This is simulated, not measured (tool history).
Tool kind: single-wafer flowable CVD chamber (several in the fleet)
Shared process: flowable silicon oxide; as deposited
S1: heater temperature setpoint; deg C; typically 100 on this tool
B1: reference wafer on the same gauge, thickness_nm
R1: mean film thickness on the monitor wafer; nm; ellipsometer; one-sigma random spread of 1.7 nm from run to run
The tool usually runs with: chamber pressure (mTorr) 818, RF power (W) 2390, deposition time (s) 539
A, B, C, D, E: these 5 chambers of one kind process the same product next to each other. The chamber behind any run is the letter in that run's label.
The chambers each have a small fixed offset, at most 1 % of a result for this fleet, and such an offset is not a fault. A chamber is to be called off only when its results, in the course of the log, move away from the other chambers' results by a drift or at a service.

Run 1E, hour 2.9: usual settings; B1 381.64. Result: R1 346.94 nm.
Run 2D, hour 6.0: usual settings; B1 382.06. Result: R1 352.46 nm.
Run 3B, hour 10.0: usual settings; B1 381.88. Result: R1 349.64 nm.
Run 4C, hour 12.1: usual settings; B1 381.91. Result: R1 348.44 nm.
Run 5A, hour 15.4: usual settings; B1 381.91. Result: R1 347.94 nm.
Run 6A, hour 17.7: usual settings; B1 382.73. Result: R1 347.49 nm.
Run 7D, hour 21.7: usual settings but S1 87 deg C; B1 382.22. Result: R1 530.58 nm.
Run 8B, hour 25.6: usual settings but S1 87 deg C; B1 381.72. Result: R1 528.07 nm.
Run 9E, hour 28.3: usual settings but S1 87 deg C; B1 382.15. Result: R1 529.00 nm.
Run 10C, hour 31.3: usual settings but S1 87 deg C; B1 382.41. Result: R1 539.06 nm.
Run 11E, hour 33.7: usual settings but S1 87 deg C; B1 381.80. Result: R1 532.02 nm.
Run 12C, hour 37.3: usual settings; B1 382.08. Result: R1 353.01 nm.
Run 13D, hour 41.1: usual settings but S1 90 deg C; B1 382.16. Result: R1 484.31 nm.
Run 14B, hour 43.6: usual settings but S1 90 deg C; B1 381.46. Result: R1 479.33 nm.
Run 15A, hour 46.2: usual settings but S1 90 deg C; B1 382.18. Result: R1 484.58 nm.
At hour 46.4: chamber B: RF generator calibrated.
Run 16A, hour 49.4: usual settings but S1 90 deg C; B1 382.09. Result: R1 484.34 nm.
Run 17C, hour 52.7: usual settings but S1 90 deg C; B1 381.47. Result: R1 489.22 nm.
Run 18B, hour 57.2: usual settings; B1 381.88. Result: R1 351.63 nm.
Run 19D, hour 61.9: usual settings; B1 381.89. Result: R1 347.23 nm.
Run 20E, hour 64.3: usual settings; B1 381.84. Result: R1 345.31 nm.
Run 21C, hour 66.7: usual settings; B1 381.90. Result: R1 351.43 nm.
Run 22A, hour 70.0: usual settings; B1 381.66. Result: R1 345.99 nm.
Run 23B, hour 73.9: usual settings; B1 381.91. Result: R1 349.05 nm.
Run 24D, hour 78.5: usual settings; B1 381.85. Result: R1 348.92 nm.
Run 25E, hour 81.4: usual settings; B1 381.81. Result: R1 345.63 nm.
Run 26D, hour 84.6: usual settings but RF power (W) 2610, deposition time (s) 458; B1 382.16. Result: R1 301.08 nm.
Run 27E, hour 88.5: usual settings but RF power (W) 2610, deposition time (s) 458; B1 382.14. Result: R1 299.71 nm.
Run 28A, hour 92.2: usual settings but RF power (W) 2610, deposition time (s) 458; B1 382.30. Result: R1 294.73 nm.
Run 29C, hour 95.0: usual settings but RF power (W) 2610, deposition time (s) 458; B1 382.00. Result: R1 304.73 nm.
Run 30B, hour 97.2: usual settings but RF power (W) 2610, deposition time (s) 458; B1 381.85. Result: R1 302.67 nm.
At hour 100.6: chamber C: thermocouple changed; heater temperature recalibrated.
Run 31C, hour 101.8: usual settings but chamber pressure (mTorr) 720; B1 382.53. Result: R1 299.92 nm.
Run 32E, hour 106.3: usual settings but chamber pressure (mTorr) 720; B1 382.17. Result: R1 292.26 nm.
Run 33B, hour 110.6: usual settings but chamber pressure (mTorr) 720; B1 382.22. Result: R1 299.36 nm.
Run 34D, hour 112.9: usual settings but chamber pressure (mTorr) 720; B1 382.29. Result: R1 294.01 nm.
Run 35A, hour 116.7: usual settings but chamber pressure (mTorr) 720; B1 381.79. Result: R1 286.58 nm.
Run 36E, hour 120.9: usual settings; B1 382.34. Result: R1 346.52 nm.
Run 37A, hour 124.5: usual settings; B1 382.33. Result: R1 338.63 nm.
Run 38D, hour 128.9: usual settings; B1 382.23. Result: R1 350.77 nm.
Run 39C, hour 132.8: usual settings; B1 382.01. Result: R1 350.31 nm.
Run 40B, hour 137.6: usual settings; B1 381.83. Result: R1 351.01 nm.

Next, all 5 chambers run the settings below, one line each with question marks for the results. What does each chamber give?
Run 41A, hour 141.1: usual settings but chamber pressure (mTorr) 933. Result: R1 ?.
Run 41B, hour 141.1: usual settings but chamber pressure (mTorr) 933. Result: R1 ?.
Run 41C, hour 141.1: usual settings but chamber pressure (mTorr) 933. Result: R1 ?.
Run 41D, hour 141.1: usual settings but chamber pressure (mTorr) 933. Result: R1 ?.
Run 41E, hour 141.1: usual settings but chamber pressure (mTorr) 933. Result: R1 ?.

run      R1
41A  400.57
41B  416.61
41C  413.90
41D  410.53
41E  410.57
